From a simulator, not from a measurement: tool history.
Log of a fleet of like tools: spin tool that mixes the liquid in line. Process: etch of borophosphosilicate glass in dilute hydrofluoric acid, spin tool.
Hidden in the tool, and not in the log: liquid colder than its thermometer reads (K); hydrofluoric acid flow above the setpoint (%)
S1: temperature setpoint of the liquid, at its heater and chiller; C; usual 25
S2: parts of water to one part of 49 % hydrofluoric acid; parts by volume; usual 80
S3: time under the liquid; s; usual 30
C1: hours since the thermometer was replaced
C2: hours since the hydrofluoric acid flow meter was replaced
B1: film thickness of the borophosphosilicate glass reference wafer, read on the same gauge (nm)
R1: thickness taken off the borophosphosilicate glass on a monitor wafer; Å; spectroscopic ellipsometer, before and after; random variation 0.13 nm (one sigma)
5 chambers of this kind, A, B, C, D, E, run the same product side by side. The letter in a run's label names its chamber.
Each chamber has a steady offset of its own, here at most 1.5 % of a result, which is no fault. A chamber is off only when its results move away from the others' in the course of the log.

{"run": "1E", "hour": 9.7, "S1": 25, "S2": 80, "S3": 30, "C1": 843.8, "C2": 456.0, "B1": 130.0, "R1": 179.92}
{"run": "2D", "hour": 15.5, "S1": 25, "S2": 80, "S3": 30, "C1": 544.9, "C2": 1634.1, "B1": 129.99, "R1": 178.2}
{"run": "3C", "hour": 22.6, "S1": 25, "S2": 80, "S3": 30, "C1": 746.4, "C2": 469.0, "B1": 129.99, "R1": 180.28}
{"run": "4A", "hour": 31.9, "S1": 25, "S2": 80, "S3": 30, "C1": 1699.8, "C2": 1114.5, "B1": 129.98, "R1": 176.54}
{"run": "5B", "hour": 37.0, "S1": 25, "S2": 80, "S3": 30, "C1": 1030.2, "C2": 1417.3, "B1": 130.01, "R1": 179.08}
{"run": "6B", "hour": 44.8, "S1": 25, "S2": 80, "S3": 30, "C1": 1038.0, "C2": 1425.1, "B1": 130.03, "R1": 179.61}
{"run": "7D", "hour": 52.6, "S1": 25, "S2": 80, "S3": 30, "C1": 582.0, "C2": 1671.2, "B1": 130.0, "R1": 180.16}
{"run": "8E", "hour": 58.3, "S1": 25, "S2": 80, "S3": 30, "C1": 892.4, "C2": 504.6, "B1": 130.01, "R1": 179.79}
{"hour": 60.4, "done": "chamber A: thermometer replaced"}
{"run": "9A", "hour": 62.8, "S1": 25, "S2": 80, "S3": 30, "C1": 2.5, "C2": 1145.4, "B1": 129.99, "R1": 179.36}
{"hour": 64.5, "done": "chamber D: thermometer replaced"}
{"run": "10C", "hour": 71.5, "S1": 25, "S2": 80, "S3": 30, "C1": 795.3, "C2": 517.9, "B1": 129.99, "R1": 180.73}
{"run": "11B", "hour": 78.5, "S1": 25, "S2": 80, "S3": 30, "C1": 1071.7, "C2": 1458.8, "B1": 130.0, "R1": 179.59}
{"run": "12E", "hour": 86.8, "S1": 25, "S2": 80, "S3": 30, "C1": 920.9, "C2": 533.1, "B1": 129.99, "R1": 179.89}
{"run": "13C", "hour": 94.8, "S1": 25, "S2": 80, "S3": 30, "C1": 818.6, "C2": 541.2, "B1": 130.01, "R1": 181.81}
{"run": "14A", "hour": 104.2, "S1": 25, "S2": 80, "S3": 30, "C1": 43.9, "C2": 1186.8, "B1": 130.01, "R1": 176.47}
{"run": "15D", "hour": 110.3, "S1": 25, "S2": 80, "S3": 30, "C1": 45.8, "C2": 1728.9, "B1": 130.02, "R1": 181.86}
{"run": "16A", "hour": 117.2, "S1": 25, "S2": 80, "S3": 30, "C1": 56.9, "C2": 1199.8, "B1": 129.99, "R1": 178.5}
{"run": "17B", "hour": 125.3, "S1": 25, "S2": 80, "S3": 30, "C1": 1118.5, "C2": 1505.6, "B1": 129.98, "R1": 180.29}
{"run": "18E", "hour": 133.2, "S1": 30, "S2": 110, "S3": 30, "C1": 967.3, "C2": 579.5, "B1": 130.01, "R1": 151.5}
{"run": "19D", "hour": 137.8, "S1": 30, "S2": 110, "S3": 30, "C1": 73.3, "C2": 1756.4, "B1": 130.0, "R1": 152.64}
{"hour": 144.7, "done": "chamber D: hydrofluoric acid flow meter replaced"}
{"run": "20C", "hour": 146.2, "S1": 30, "S2": 110, "S3": 30, "C1": 870.0, "C2": 592.6, "B1": 129.99, "R1": 154.55}
{"run": "21A", "hour": 150.6, "S1": 30, "S2": 110, "S3": 30, "C1": 90.3, "C2": 1233.2, "B1": 129.99, "R1": 150.78}
{"run": "22C", "hour": 159.6, "S1": 30, "S2": 110, "S3": 30, "C1": 883.4, "C2": 606.0, "B1": 130.01, "R1": 157.42}
{"run": "23D", "hour": 164.3, "S1": 25, "S2": 80, "S3": 30, "C1": 99.8, "C2": 19.7, "B1": 130.0, "R1": 179.93}
{"run": "24E", "hour": 171.9, "S1": 25, "S2": 80, "S3": 30, "C1": 1006.0, "C2": 618.2, "B1": 130.0, "R1": 177.4}
{"run": "25B", "hour": 177.5, "S1": 25, "S2": 80, "S3": 30, "C1": 1170.7, "C2": 1557.8, "B1": 130.0, "R1": 179.68}
{"run": "26B", "hour": 183.2, "S1": 25, "S2": 80, "S3": 30, "C1": 1176.4, "C2": 1563.5, "B1": 129.99, "R1": 180.94}
{"run": "27D", "hour": 189.4, "S1": 25, "S2": 60, "S3": 15, "C1": 124.9, "C2": 44.8, "B1": 130.0, "R1": 123.81}
{"run": "28C", "hour": 198.6, "S1": 25, "S2": 60, "S3": 15, "C1": 922.4, "C2": 645.0, "B1": 129.98, "R1": 125.56}
{"run": "29E", "hour": 203.8, "S1": 25, "S2": 60, "S3": 15, "C1": 1037.9, "C2": 650.1, "B1": 129.99, "R1": 121.27}
{"run": "30A", "hour": 211.2, "S1": 25, "S2": 60, "S3": 15, "C1": 150.9, "C2": 1293.8, "B1": 130.02, "R1": 121.67}
{"run": "31D", "hour": 217.7, "S1": 25, "S2": 60, "S3": 15, "C1": 153.2, "C2": 73.1, "B1": 129.99, "R1": 124.51}
{"run": "32C", "hour": 227.1, "S1": 25, "S2": 80, "S3": 30, "C1": 950.9, "C2": 673.5, "B1": 130.01, "R1": 183.75}
{"run": "33B", "hour": 232.7, "S1": 25, "S2": 80, "S3": 30, "C1": 1225.9, "C2": 1613.0, "B1": 129.98, "R1": 179.97}
{"run": "34A", "hour": 242.2, "S1": 25, "S2": 80, "S3": 30, "C1": 181.9, "C2": 1324.8, "B1": 130.0, "R1": 177.98}
{"run": "35E", "hour": 248.4, "S1": 25, "S2": 80, "S3": 45, "C1": 1082.5, "C2": 694.7, "B1": 129.98, "R1": 267.47}
{"run": "36D", "hour": 256.7, "S1": 25, "S2": 80, "S3": 45, "C1": 192.2, "C2": 112.1, "B1": 130.0, "R1": 271.03}
{"run": "37A", "hour": 266.0, "S1": 25, "S2": 80, "S3": 45, "C1": 205.7, "C2": 1348.6, "B1": 130.0, "R1": 263.19}
{"run": "38E", "hour": 270.9, "S1": 25, "S2": 80, "S3": 45, "C1": 1105.0, "C2": 717.2, "B1": 130.02, "R1": 265.04}
{"run": "39C", "hour": 278.5, "S1": 25, "S2": 80, "S3": 45, "C1": 1002.3, "C2": 724.9, "B1": 129.99, "R1": 279.99}
{"run": "40B", "hour": 287.5, "S1": 25, "S2": 45, "S3": 30, "C1": 1280.7, "C2": 1667.8, "B1": 129.98, "R1": 332.25}
{"run": "41D", "hour": 294.6, "S1": 25, "S2": 45, "S3": 30, "C1": 230.1, "C2": 150.0, "B1": 130.0, "R1": 338.56}
{"run": "42E", "hour": 300.9, "S1": 25, "S2": 45, "S3": 30, "C1": 1135.0, "C2": 747.2, "B1": 129.97, "R1": 326.97}
{"run": "43B", "hour": 306.5, "S1": 25, "S2": 45, "S3": 30, "C1": 1299.7, "C2": 1686.8, "B1": 130.0, "R1": 334.88}
{"run": "44C", "hour": 312.4, "S1": 25, "S2": 45, "S3": 30, "C1": 1036.2, "C2": 758.8, "B1": 129.99, "R1": 346.52}

All 5 chambers run these settings next. Forecast each chamber's results:
{"run": "45A", "hour": 319.5, "S1": 25, "S2": 80, "S3": 30, "R1": "?"}
{"run": "45B", "hour": 319.5, "S1": 25, "S2": 80, "S3": 30, "R1": "?"}
{"run": "45C", "hour": 319.5, "S1": 25, "S2": 80, "S3": 30, "R1": "?"}
{"run": "45D", "hour": 319.5, "S1": 25, "S2": 80, "S3": 30, "R1": "?"}
{"run": "45E", "hour": 319.5, "S1": 25, "S2": 80, "S3": 30, "R1": "?"}

run=45A R1=175.28
run=45B R1=180.70
run=45C R1=187.09
run=45D R1=181.55
run=45E R1=177.99
